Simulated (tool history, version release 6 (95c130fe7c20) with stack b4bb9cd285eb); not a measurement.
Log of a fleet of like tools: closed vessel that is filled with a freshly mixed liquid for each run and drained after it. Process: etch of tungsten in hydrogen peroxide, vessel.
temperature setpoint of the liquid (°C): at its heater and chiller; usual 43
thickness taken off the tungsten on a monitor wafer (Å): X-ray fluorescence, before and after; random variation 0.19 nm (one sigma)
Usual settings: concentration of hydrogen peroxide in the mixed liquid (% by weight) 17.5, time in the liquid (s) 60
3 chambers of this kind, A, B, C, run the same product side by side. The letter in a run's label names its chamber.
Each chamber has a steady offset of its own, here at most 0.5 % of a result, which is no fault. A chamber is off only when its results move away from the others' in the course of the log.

run   hour  temperature setpoint of the liquid (°C)  concentration of hydrogen peroxide in the mixed liquid (% by weight)  time in the liquid (s)  hours since the thermometer was replaced  hours since the peroxide flow meter was replaced  hours since the drum of peroxide was connected  read-back film thickness of the tungsten reference wafer, read on the same gauge (nm)  thickness taken off the tungsten on a monitor wafer (Å)
 1A    8.3                                       43                                                                  17.5                      60                                     422.0                                             559.5                                           845.8                                                                                 79.988                                                   305.94
 2B   12.6                                       43                                                                  17.5                      60                                     981.9                                             341.2                                           816.1                                                                                 79.987                                                   307.08
 3C   19.3                                       43                                                                  17.5                      60                                     652.4                                             609.3                                           716.1                                                                                 79.965                                                   302.00
 4C   25.7                                       43                                                                  17.5                      60                                     658.8                                             615.7                                           722.5                                                                                 79.989                                                   307.20
 5B   32.0                                       43                                                                  17.5                      60                                    1001.3                                             360.6                                           835.5                                                                                 80.014                                                   306.49
 6A   37.6                                       43                                                                  17.5                      60                                     451.3                                             588.8                                           875.1                                                                                 79.988                                                   306.45
 7A   44.4                                       43                                                                  17.5                      60                                     458.1                                             595.6                                           881.9                                                                                 80.047                                                   302.95
 8B   50.8                                       43                                                                  19.0                      60                                    1020.1                                             379.4                                           854.3                                                                                 80.007                                                   318.94
 9C   58.6                                       43                                                                  19.0                      60                                     691.7                                             648.6                                           755.4                                                                                 80.003                                                   314.74
10B   65.0                                       43                                                                  19.0                      60                                    1034.3                                             393.6                                           868.5                                                                                 79.994                                                   325.55
11C   70.1                                       43                                                                  17.5                      60                                     703.2                                             660.1                                           766.9                                                                                 79.984                                                   307.59
12A   77.3                                       43                                                                  17.5                      60                                     491.0                                             628.5                                           914.8                                                                                 80.030                                                   305.84
13C   83.6                                       43                                                                  20.5                      60                                     716.7                                             673.6                                           780.4                                                                                 79.984                                                   327.01
14B   91.9                                       43                                                                  20.5                      60                                    1061.2                                             420.5                                           895.4                                                                                 79.998                                                   342.47
      95.8  -- chamber A: peroxide flow meter replaced
15A   96.3                                       43                                                                  20.5                      60                                     510.0                                               0.6                                           933.8                                                                                 80.036                                                   332.75
16C  103.6                                       36                                                                  17.5                      75                                     736.7                                             693.6                                           800.4                                                                                 80.005                                                   243.05
17B  111.9                                       36                                                                  17.5                      75                                    1081.2                                             440.5                                           915.4                                                                                 80.021                                                   249.70
18A  120.7                                       36                                                                  17.5                      75                                     534.4                                              25.0                                           958.2                                                                                 79.983                                                   244.47
19C  127.2                                       43                                                                  17.5                      60                                     760.3                                             717.2                                           824.0                                                                                 79.992                                                   308.79
20B  133.0                                       35                                                                  17.5                      60                                    1102.3                                             461.6                                           936.5                                                                                 80.022                                                   191.85
21A  140.0                                       35                                                                  17.5                      60                                     553.7                                              44.3                                           977.5                                                                                 80.012                                                   182.18
22B  148.3                                       35                                                                  17.5                      60                                    1117.6                                             476.9                                           951.8                                                                                 79.998                                                   192.34
23C  155.5                                       43                                                                  17.5                      60                                     788.6                                             745.5                                           852.3                                                                                 80.003                                                   304.97
24A  160.0                                       43                                                                  17.5                      60                                     573.7                                              64.3                                           997.5                                                                                 80.021                                                   309.28
     162.8  -- chamber A: thermometer replaced
25B  167.2                                       43                                                                  17.5                      60                                    1136.5                                             495.8                                           970.7                                                                                 79.989                                                   327.38
26A  175.4                                       38                                                                  22.5                      60                                      12.6                                              79.7                                          1012.9                                                                                 79.986                                                   252.39
27C  183.1                                       38                                                                  22.5                      60                                     816.2                                             773.1                                           879.9                                                                                 80.017                                                   251.23
28B  191.2                                       38                                                                  22.5                      60                                    1160.5                                             519.8                                           994.7                                                                                 79.993                                                   269.93
29C  199.7                                       43                                                                  17.5                      90                                     832.8                                             789.7                                           896.5                                                                                 79.978                                                   452.76

Next, every chamber runs the same settings. What will each give?
30A  206.1                                       43                                                                  17.5                      60                                                                                                                                                                                                                                                                                           ?
30B  206.1                                       43                                                                  17.5                      60                                                                                                                                                                                                                                                                                           ?
30C  206.1                                       43                                                                  17.5                      60                                                                                                                                                                                                                                                                                           ?

run  thickness taken off the tungsten on a monitor wafer (Å)
30A                                                   306.16
30B                                                   337.78
30C                                                   304.19

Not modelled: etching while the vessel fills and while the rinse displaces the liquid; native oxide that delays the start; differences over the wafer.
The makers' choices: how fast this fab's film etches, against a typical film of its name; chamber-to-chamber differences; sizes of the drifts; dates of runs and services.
